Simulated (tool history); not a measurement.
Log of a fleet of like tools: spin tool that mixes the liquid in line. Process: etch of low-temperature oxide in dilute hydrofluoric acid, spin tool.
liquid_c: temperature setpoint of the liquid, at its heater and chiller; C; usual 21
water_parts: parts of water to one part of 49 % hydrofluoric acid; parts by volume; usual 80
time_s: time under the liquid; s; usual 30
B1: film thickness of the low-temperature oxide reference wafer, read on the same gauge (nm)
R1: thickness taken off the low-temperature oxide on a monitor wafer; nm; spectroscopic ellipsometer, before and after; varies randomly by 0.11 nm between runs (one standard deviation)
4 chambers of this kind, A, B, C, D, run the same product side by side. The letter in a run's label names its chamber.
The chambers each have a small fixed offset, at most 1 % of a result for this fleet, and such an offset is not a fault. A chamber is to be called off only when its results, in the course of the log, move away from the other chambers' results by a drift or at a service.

Run 1D, hour 12.3: usual settings; B1 60.017. Result: R1 12.08 nm.
Run 2A, hour 24.3: usual settings; B1 60. Result: R1 12.131 nm.
Run 3C, hour 34: usual settings; B1 60.017. Result: R1 11.89 nm.
Run 4B, hour 46.6: usual settings; B1 59.996. Result: R1 11.923 nm.
Run 5D, hour 56.5: usual settings; B1 59.992. Result: R1 11.977 nm.
Run 6A, hour 69.2: usual settings; B1 59.989. Result: R1 12.133 nm.
Run 7B, hour 78: usual settings; B1 59.973. Result: R1 11.869 nm.
Run 8C, hour 85.5: usual settings; B1 60.008. Result: R1 11.931 nm.
Run 9C, hour 94.8: usual settings; B1 60.034. Result: R1 11.822 nm.
Run 10D, hour 105.6: usual settings; B1 59.993. Result: R1 11.983 nm.
Run 11A, hour 118.3: usual settings; B1 60.011. Result: R1 12.139 nm.
Run 12B, hour 124.9: usual settings; B1 59.992. Result: R1 11.98 nm.
Run 13B, hour 137.9: usual settings but time_s 40 s; B1 60.026. Result: R1 16.024 nm.
Run 14C, hour 145: usual settings but time_s 40 s; B1 59.989. Result: R1 16.36 nm.
Run 15A, hour 155.4: usual settings but time_s 40 s; B1 60.016. Result: R1 16.181 nm.
Run 16D, hour 164.1: usual settings but time_s 40 s; B1 59.98. Result: R1 16.23 nm.
Run 17D, hour 171.4: usual settings; B1 60.006. Result: R1 12.136 nm.
Run 18B, hour 184.1: usual settings; B1 60.01. Result: R1 11.808 nm.
Run 19C, hour 191: usual settings; B1 59.993. Result: R1 12.827 nm.
Run 20A, hour 202.8: usual settings; B1 59.999. Result: R1 12.108 nm.
Run 21B, hour 208.6: usual settings but liquid_c 19 C, time_s 15 s; B1 59.993. Result: R1 5.4859 nm.
Run 22A, hour 221.5: usual settings but liquid_c 19 C, time_s 15 s; B1 60.031. Result: R1 5.5482 nm.
Run 23C, hour 228.8: usual settings but liquid_c 19 C, time_s 15 s; B1 60.001. Result: R1 5.9156 nm.
Run 24D, hour 235.2: usual settings but liquid_c 19 C, time_s 15 s; B1 60.01. Result: R1 5.4142 nm.
Run 25D, hour 241.5: usual settings; B1 59.986. Result: R1 11.971 nm.
At hour 252.2: chamber B: thermometer replaced.
Run 26B, hour 254.9: usual settings; B1 60.016. Result: R1 11.868 nm.
Run 27A, hour 267.3: usual settings but water_parts 115 parts by volume, time_s 20 s; B1 60.005. Result: R1 5.3235 nm.
Run 28C, hour 274.3: usual settings but water_parts 115 parts by volume, time_s 20 s; B1 60.021. Result: R1 5.9072 nm.
Run 29B, hour 281.6: usual settings but water_parts 115 parts by volume, time_s 20 s; B1 60.004. Result: R1 5.4437 nm.
Run 30C, hour 293.5: usual settings but water_parts 115 parts by volume, time_s 20 s; B1 59.972. Result: R1 5.9061 nm.
Run 31D, hour 301.9: usual settings; B1 59.998. Result: R1 11.933 nm.
Run 32A, hour 308.3: usual settings but liquid_c 19 C, water_parts 45 parts by volume; B1 60. Result: R1 21.078 nm.
Run 33D, hour 315.8: usual settings but liquid_c 19 C, water_parts 45 parts by volume; B1 59.997. Result: R1 20.178 nm.

Has any chamber moved away from the others, gradually or after a service, or does the common gauge drift, or do the chambers differ only by their own small steady offsets? State the chamber and the most likely cause if one applies.

It is chamber C that slowly wanders off from its peers.
Likeliest cause: hydrofluoric acid flow above the setpoint (%) = 12.1.
With only this log, it may be confused with: liquid hotter than its thermometer reads (K).

Here are 4 candidates for chamber C's next run, each the usual settings with a change, their results left as question marks. Which one brings its results back in line with what the others give on the usual settings?
Allowed miss from the other chambers' usual-settings mean, per result, to count as in line: R1 0.39 nm
Run 34C-1, hour 325.4: usual settings but water_parts 85 parts by volume. Result: R1 ?.
Run 34C-2, hour 325.4: usual settings but liquid_c 18.5 C. Result: R1 ?.
Run 34C-3, hour 325.4: usual settings but liquid_c 22.5 C. Result: R1 ?.
Run 34C-4, hour 325.4: usual settings but liquid_c 23.5 C. Result: R1 ?.

The mean the other chambers reach with the usual settings: R1 12.021 nm
  run      R1
34C-1   12.64
34C-2  12.127
34C-3  14.363
34C-4  14.973
Change 34C-2 lands the chamber within the allowed miss of the other chambers.

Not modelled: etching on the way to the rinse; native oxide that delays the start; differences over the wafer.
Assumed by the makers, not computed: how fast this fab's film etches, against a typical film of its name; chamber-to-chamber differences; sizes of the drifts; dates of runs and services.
